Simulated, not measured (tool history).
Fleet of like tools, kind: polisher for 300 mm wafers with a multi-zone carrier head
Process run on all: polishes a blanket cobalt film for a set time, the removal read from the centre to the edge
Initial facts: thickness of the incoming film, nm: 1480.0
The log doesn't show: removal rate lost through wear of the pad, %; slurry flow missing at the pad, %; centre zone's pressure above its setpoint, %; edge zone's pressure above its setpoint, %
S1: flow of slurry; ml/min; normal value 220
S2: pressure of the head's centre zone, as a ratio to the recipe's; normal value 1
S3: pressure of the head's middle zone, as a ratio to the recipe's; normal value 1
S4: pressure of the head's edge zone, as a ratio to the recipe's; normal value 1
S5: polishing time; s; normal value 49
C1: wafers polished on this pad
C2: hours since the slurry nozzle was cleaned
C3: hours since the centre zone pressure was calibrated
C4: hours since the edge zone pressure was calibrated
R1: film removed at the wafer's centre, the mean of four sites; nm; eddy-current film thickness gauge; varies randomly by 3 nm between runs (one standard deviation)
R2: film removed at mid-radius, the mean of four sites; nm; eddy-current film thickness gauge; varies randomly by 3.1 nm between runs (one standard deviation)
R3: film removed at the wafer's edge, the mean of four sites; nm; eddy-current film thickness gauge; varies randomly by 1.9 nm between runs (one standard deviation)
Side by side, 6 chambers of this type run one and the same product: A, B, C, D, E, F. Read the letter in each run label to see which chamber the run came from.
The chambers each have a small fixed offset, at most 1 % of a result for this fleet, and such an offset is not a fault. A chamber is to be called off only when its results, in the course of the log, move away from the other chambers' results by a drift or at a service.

run	hour	S1	S2	S3	S4	S5	C1	C2	C3	C4	R1	R2	R3
1F	9.1	220	1	1	1	49	772	591.9	532	456.9	279.89	277.18	275.61
2D	17.2	220	1	1	1	49	402	478.5	198.8	528.7	276.44	275.43	278.23
# hour 18.8: chamber F: worn pad replaced by a new one
3C	28.1	220	1	1	1	49	1040	691.5	320.8	453.3	277.39	278.12	278.67
# hour 35.3: chamber C: slurry nozzle cleaned
4B	36.7	220	1	1	1	49	762	181.5	1133.9	209.9	272.64	278.51	279.4
# hour 41.4: chamber E: worn pad replaced by a new one
# hour 43.1: chamber C: worn pad replaced by a new one
5A	44.9	220	1	1	1	49	1037	231.1	737	130.5	275.03	275.6	271.7
6E	50.7	220	1	1	1	49	135	309.8	722.1	654.4	271.33	276.84	276.94
# hour 53.5: chamber A: worn pad replaced by a new one
# hour 58: chamber E: centre zone pressure recalibrated
7E	59.6	220	1	1	0.96	42	264	318.7	1.7	663.3	237.95	240.42	232.3
# hour 62.2: chamber B: worn pad replaced by a new one
# hour 63.5: chamber D: worn pad replaced by a new one
8D	69.2	220	1	1	0.96	42	83	530.5	250.8	580.7	235.79	238.47	233.93
9B	77.4	220	1	1	0.96	42	221	222.2	1174.6	250.6	243.06	237.48	232.87
10F	85.3	220	1	1	0.96	42	965	668.1	608.2	533.1	239.59	235.2	232.25
# hour 90.7: chamber F: worn pad replaced by a new one
11C	97.5	220	1	1	0.96	42	789	62.2	390.2	522.7	239.25	238.67	233.31
12A	103.7	220	1	1	0.96	42	729	289.9	795.8	189.3	234.77	237.07	230.74
# hour 105.8: chamber E: worn pad replaced by a new one
13E	113.1	220	1.07	1.04	1	49	106	372.2	55.2	716.8	298.06	284.55	272.45
# hour 115.4: chamber D: slurry nozzle cleaned
# hour 121: chamber C: worn pad replaced by a new one
14A	125.2	220	1.07	1.04	1	49	1041	311.4	817.3	210.8	303.82	284.68	272.64
# hour 125.4: chamber D: worn pad replaced by a new one
# hour 126.8: chamber A: centre zone pressure recalibrated
15B	133	220	1.07	1.04	1	49	1028	277.8	1230.2	306.2	299.67	286.99	280.72
# hour 134.5: chamber A: worn pad replaced by a new one
# hour 135.6: chamber E: slurry nozzle cleaned
# hour 139.5: chamber B: centre zone pressure recalibrated
16F	144.8	220	1.07	1.04	1	49	785	727.6	667.7	592.6	296.85	288.38	276.08
17D	155.1	220	1.07	1.04	1	49	431	39.7	336.7	666.6	300.45	286.7	279.03
# hour 157.6: chamber B: worn pad replaced by a new one
# hour 159: chamber F: worn pad replaced by a new one
18C	165.1	220	1.07	1.04	1	49	640	129.8	457.8	590.3	298.5	282.91	276.26
# hour 169.1: chamber E: worn pad replaced by a new one
19B	173.4	220	1	1	1	49	229	318.2	34	346.6	276.62	272.97	279.18
20A	183.9	270	1	1	1	49	717	370.1	57.2	269.5	284.5	283.92	280.49
21E	190.3	270	1	1	1	49	308	54.7	132.4	794	277.84	286.63	279.47
22F	202	270	1	1	1	49	624	784.8	724.9	649.8	281.9	279.72	279.86
# hour 202.8: chamber D: worn pad replaced by a new one
# hour 207.3: chamber C: worn pad replaced by a new one
23C	212.9	270	1	1	1	49	82	177.6	505.6	638.1	283.93	285.97	278.74
24D	218.7	270	1	1	1	49	232	103.3	400.3	730.2	286.33	283.48	284.21
# hour 220.8: chamber A: worn pad replaced by a new one
25B	226.8	270	1	1	1	49	1004	371.6	87.4	400	282.31	285.03	283.81
# hour 230.8: chamber E: worn pad replaced by a new one
26C	237	220	1	1	1	49	431	201.7	529.7	662.2	273.67	270.89	278.93
# hour 238.3: chamber A: slurry nozzle cleaned
# hour 238.4: chamber F: worn pad replaced by a new one
27E	246	220	1	1	1	49	221	110.4	188.1	849.7	277	277.21	279.21
# hour 254.9: chamber B: worn pad replaced by a new one
28A	257	220	1	1	0.88	49	526	18.7	130.3	342.6	277.07	280.18	256.17
# hour 262.9: chamber D: worn pad replaced by a new one
# hour 263: chamber F: centre zone pressure recalibrated
29D	268.9	220	1	1	0.88	49	87	153.5	450.5	780.4	277.87	278.19	257.11
30F	281	220	1	1	0.88	49	619	863.8	18	728.8	274.02	273.47	257.21
# hour 289: chamber E: worn pad replaced by a new one
31A	292.1	220	1	1	0.88	49	1035	53.8	165.4	377.7	277.63	280.66	256.65
# hour 295.1: chamber C: worn pad replaced by a new one
32F	302	220	1	1	0.88	49	924	884.8	39	749.8	278.38	277.58	256.82
33B	310.5	220	1	1	0.88	49	807	455.3	171.1	483.7	280.84	271.86	259.36
34C	320.7	220	1	1	0.95	49	371	285.4	613.4	745.9	281.81	274.32	269.87
35D	327.1	220	1	1	0.95	49	931	211.7	508.7	838.6	276.19	272.87	269.15
36E	336.6	220	1	1	0.95	49	690	201	278.7	940.3	279.36	273.92	267.81

Each of the 6 chambers runs these same settings next. Fill in every chamber's results:
37A	345.7	220	1.09	1	1	49					?	?	?
37B	345.7	220	1.09	1	1	49					?	?	?
37C	345.7	220	1.09	1	1	49					?	?	?
37D	345.7	220	1.09	1	1	49					?	?	?
37E	345.7	220	1.09	1	1	49					?	?	?
37F	345.7	220	1.09	1	1	49					?	?	?

run	R1	R2	R3
37A	304.02	276.09	278.7
37B	301.13	275.29	278.25
37C	312.02	277.84	278.45
37D	302.88	280.97	276.73
37E	304.02	274.17	273.68
37F	303.51	279.57	277.17
